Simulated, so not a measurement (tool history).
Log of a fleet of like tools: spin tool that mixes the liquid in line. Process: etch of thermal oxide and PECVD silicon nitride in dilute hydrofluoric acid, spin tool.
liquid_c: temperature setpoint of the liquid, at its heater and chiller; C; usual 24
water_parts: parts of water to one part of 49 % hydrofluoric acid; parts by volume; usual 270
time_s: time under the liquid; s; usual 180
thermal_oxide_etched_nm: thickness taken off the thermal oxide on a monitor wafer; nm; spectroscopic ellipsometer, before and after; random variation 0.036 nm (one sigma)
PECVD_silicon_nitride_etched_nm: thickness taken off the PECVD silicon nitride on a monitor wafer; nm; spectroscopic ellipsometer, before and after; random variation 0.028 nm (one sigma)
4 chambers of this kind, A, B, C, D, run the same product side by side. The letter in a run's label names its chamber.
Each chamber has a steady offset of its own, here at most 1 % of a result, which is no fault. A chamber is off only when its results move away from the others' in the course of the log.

run   hour  liquid_c  water_parts  time_s  read-back film thickness of the thermal oxide reference wafer, read on the same gauge (nm)  read-back film thickness of the PECVD silicon nitride reference wafer, read on the same gauge (nm)  thermal_oxide_etched_nm  PECVD_silicon_nitride_etched_nm
 1D      9        24          270     180                                                                                      80.008                                                                                                 130                   2.6067                           2.3737
 2B   18.2        24          270     180                                                                                      79.999                                                                                              130.01                   2.5628                           2.4153
 3A     25        24          270     180                                                                                          80                                                                                              130.02                   2.5223                           2.3915
 4C   35.5        24          270     180                                                                                      79.997                                                                                              130.02                   2.6286                           2.3649
 5B   46.6        24          270     180                                                                                      79.984                                                                                                 130                   2.6209                           2.4147
 6D   56.8        24          200     180                                                                                       79.99                                                                                                 130                   3.8655                            3.175
 7A   62.8        24          200     180                                                                                       79.99                                                                                              130.01                   3.7569                           3.2531
 8C     71        24          200     180                                                                                      80.009                                                                                                 130                   3.6809                           3.1784
 9A     77        24          200     180                                                                                      80.006                                                                                                 130                   3.6543                           3.1764
10C   84.5        24          270     180                                                                                      79.998                                                                                              129.98                   2.5667                           2.3636
11B   96.8        24          270     180                                                                                      80.016                                                                                              129.99                   2.5004                           2.3589
12D  103.4        24          270     180                                                                                      79.991                                                                                                 130                    2.571                           2.4344
13B  110.8        24          270     180                                                                                      79.996                                                                                                 130                   2.6159                           2.3753
14D  122.8        24          270     180                                                                                      80.007                                                                                                 130                   2.6717                           2.4427
15A  131.9        24          270     180                                                                                      80.004                                                                                              129.99                   2.5575                           2.3667
16C  139.7        24          270     180                                                                                      80.008                                                                                                 130                   2.5462                           2.3595
17D  146.3        24          270      75                                                                                      80.006                                                                                              130.02                   1.0813                           1.0035
18A    156        24          270      75                                                                                      79.995                                                                                                 130                   1.0794                          0.99214
19B  164.4        24          270      75                                                                                      79.996                                                                                                 130                   1.0711                          0.99184
20C  173.1        24          270      75                                                                                      80.015                                                                                              130.02                   1.0209                          0.94577
21D  182.1        24          270     180                                                                                      80.014                                                                                              129.99                   2.6016                           2.4079
22A  192.2        24          270     180                                                                                      79.993                                                                                                 130                   2.5667                           2.3673
23C  197.8        24          165     270                                                                                      80.016                                                                                              130.01                   6.5439                           5.4764
24B  208.2        24          165     270                                                                                      80.002                                                                                              130.01                   6.8887                           5.6791
25D    219        24          165     270                                                                                      80.018                                                                                                 130                     7.22                           5.9694
26C  227.5        24          165     270                                                                                      79.972                                                                                                 130                   6.4213                            5.507
27B  234.6        24          270     180                                                                                      79.999                                                                                              130.01                   2.5946                           2.3927
28A  244.6        24          270     180                                                                                      79.995                                                                                              129.99                   2.5929                            2.403
29D  252.7        24          270     180                                                                                      80.022                                                                                              130.01                   2.5988                           2.4386
30C  258.2        24          270     180                                                                                      80.004                                                                                              129.97                   2.3288                           2.1779
31B  265.9        24          270     180                                                                                      79.992                                                                                                 130                   2.6012                           2.4169
32A  272.3        24          330     180                                                                                      80.018                                                                                                 130                   1.9743                           1.9239

Next, every chamber runs the same settings. What will each give?
33A  281.2        24          270     180                                                                                                                                                                                                                        ?                                ?
33B  281.2        24          270     180                                                                                                                                                                                                                        ?                                ?
33C  281.2        24          270     180                                                                                                                                                                                                                        ?                                ?
33D  281.2        24          270     180                                                                                                                                                                                                                        ?                                ?

run  thermal_oxide_etched_nm  PECVD_silicon_nitride_etched_nm
33A                   2.5812                           2.4383
33B                   2.5394                           2.4345
33C                   2.2301                           2.1588
33D                   2.6522                           2.4133
